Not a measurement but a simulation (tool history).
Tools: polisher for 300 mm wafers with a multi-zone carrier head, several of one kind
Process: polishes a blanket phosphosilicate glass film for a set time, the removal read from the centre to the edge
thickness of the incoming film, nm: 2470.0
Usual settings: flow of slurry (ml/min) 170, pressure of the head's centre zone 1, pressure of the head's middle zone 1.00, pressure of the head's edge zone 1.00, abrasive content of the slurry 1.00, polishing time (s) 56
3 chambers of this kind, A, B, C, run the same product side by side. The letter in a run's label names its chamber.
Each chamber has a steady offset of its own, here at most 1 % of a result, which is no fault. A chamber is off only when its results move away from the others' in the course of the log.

run,hour,flow of slurry (ml/min),pressure of the head's centre zone,pressure of the head's middle zone,pressure of the head's edge zone,abrasive content of the slurry,polishing time (s),film removed at the wafer's centre (angstrom),film removed at mid-radius (angstrom),film removed at the wafer's edge (angstrom)
# hour 2.9: chamber C: worn pad replaced by a new one
1A,10.1,170,1,1.00,1.00,1.00,56,6465.9,6472.9,6410.3
2B,18.7,170,1,1.00,1.00,1.00,56,6362.5,6501.9,6614.5
# hour 24.6: chamber A: worn pad replaced by a new one
3C,25.0,170,1,1.00,1.00,1.00,56,6508.6,6528.9,6647.3
4A,35.6,170,1,1.00,1.00,1.00,56,6466.2,6343.7,6435.7
# hour 36.8: chamber B: worn pad replaced by a new one
5B,47.4,170,1,1.00,1.00,1.00,56,6525.0,6566.3,6431.3
6C,54.3,170,1,1.00,1.00,1.00,56,6658.8,6538.6,6502.4
# hour 55.9: chamber B: slurry nozzle cleaned
7A,65.4,170,1,1.00,1.00,1.00,56,6663.2,6441.9,6564.8
# hour 73.9: chamber A: edge zone pressure recalibrated
8B,76.6,170,1,1.00,1.00,1.00,56,6535.6,6544.9,6560.8
# hour 84.0: chamber C: worn pad replaced by a new one
9C,89.3,170,1,1.00,1.00,1.00,56,6570.9,6589.9,6292.8
10B,100.6,170,1,1.00,1.00,1.00,56,6663.4,6598.8,6516.9
11C,110.4,170,1,1.00,1.00,1.00,56,6593.2,6483.1,6654.1
# hour 112.1: chamber A: worn pad replaced by a new one
# hour 115.5: chamber B: worn pad replaced by a new one
12A,119.8,170,1,1.00,1.00,1.00,56,6296.5,6302.4,6369.2
13A,129.5,170,1,1.00,1.00,1.00,56,6431.6,6377.7,6449.8
14C,138.4,170,1,1.00,1.00,1.00,56,6480.2,6569.0,6407.7
15B,151.4,170,1,1.00,1.00,1.00,56,6613.5,6601.7,6551.3
16A,158.3,170,1,1.00,1.00,1.00,56,6513.3,6504.5,6458.6
# hour 170.4: chamber C: worn pad replaced by a new one
17C,170.8,170,1,1.00,1.00,1.00,56,6526.7,6590.8,6659.2
18B,180.6,170,1,1.00,1.00,1.00,56,6438.8,6536.7,6461.2
19B,188.4,170,1,1.00,1.00,1.00,56,6606.8,6540.5,6622.7
# hour 189.7: chamber B: centre zone pressure recalibrated
# hour 194.7: chamber A: worn pad replaced by a new one
20C,200.8,170,1,1.00,1.00,1.00,56,6351.6,6497.8,6456.8
# hour 204.3: chamber B: worn pad replaced by a new one
21A,213.5,170,1,1.00,0.91,1.25,56,7012.6,6951.7,6699.7
22C,223.6,170,1,1.00,0.91,1.25,56,7069.9,7164.3,6926.5
23B,235.3,170,1,1.00,0.91,1.25,56,7172.2,7221.8,6802.6
24A,245.2,170,1,1.00,1.00,1.00,56,6293.4,6272.2,6399.8
25C,252.3,170,1,1.00,1.00,1.00,56,6419.1,6610.8,6696.6
# hour 253.0: chamber C: edge zone pressure recalibrated
# hour 258.4: chamber C: worn pad replaced by a new one
26B,258.4,170,1,1.00,1.00,1.00,56,6511.3,6584.9,6585.0
27A,265.1,170,1,1.00,1.00,1.00,56,6227.4,6263.2,6364.3
# hour 267.7: chamber A: worn pad replaced by a new one
28C,272.9,170,1,1.00,1.00,1.00,56,6433.6,6489.2,6420.7
# hour 275.2: chamber B: slurry nozzle cleaned
29A,285.6,170,1,1.00,1.00,1.00,56,6119.4,6157.8,6268.5
# hour 291.8: chamber B: edge zone pressure recalibrated
# hour 293.9: chamber C: centre zone pressure recalibrated
30B,296.6,170,1,1.00,1.00,1.00,56,6509.7,6485.5,6615.8
# hour 298.5: chamber B: worn pad replaced by a new one
31B,303.8,170,1,1.00,1.00,1.00,56,6537.0,6578.7,6528.9
32C,314.9,170,1,1.00,1.00,1.00,56,6468.1,6508.7,6419.1
33A,322.8,170,1,1.00,1.00,1.00,56,6124.5,5989.6,6291.2
34A,332.8,170,1,0.92,1.00,0.90,56,5808.2,5414.4,5900.8
35B,338.5,170,1,0.92,1.00,0.90,56,5928.0,5715.4,6104.6
# hour 342.5: chamber A: worn pad replaced by a new one
36C,346.2,170,1,0.92,1.00,0.90,56,6199.2,5704.9,6259.8
37B,352.5,225,1,1.00,1.00,1.00,56,6793.8,6768.1,6709.9
# hour 353.6: chamber C: worn pad replaced by a new one
38A,360.9,225,1,1.00,1.00,1.00,56,6424.4,6367.1,6421.7
39C,370.6,225,1,1.00,1.00,1.00,56,6749.5,6856.3,6630.6
40B,381.0,170,1,1.00,1.00,1.00,56,6408.8,6536.8,6473.0
41A,388.2,170,1,1.00,1.00,1.00,56,5867.2,5957.9,6223.5

Next, every chamber runs the same settings. What will each give?
42A,397.6,170,1,1.00,1.00,1.00,56,?,?,?
42B,397.6,170,1,1.00,1.00,1.00,56,?,?,?
42C,397.6,170,1,1.00,1.00,1.00,56,?,?,?

run,film removed at the wafer's centre (angstrom),film removed at mid-radius (angstrom),film removed at the wafer's edge (angstrom)
42A,5833.4,5863.7,5916.5
42B,6555.8,6532.3,6485.4
42C,6508.8,6590.2,6506.7
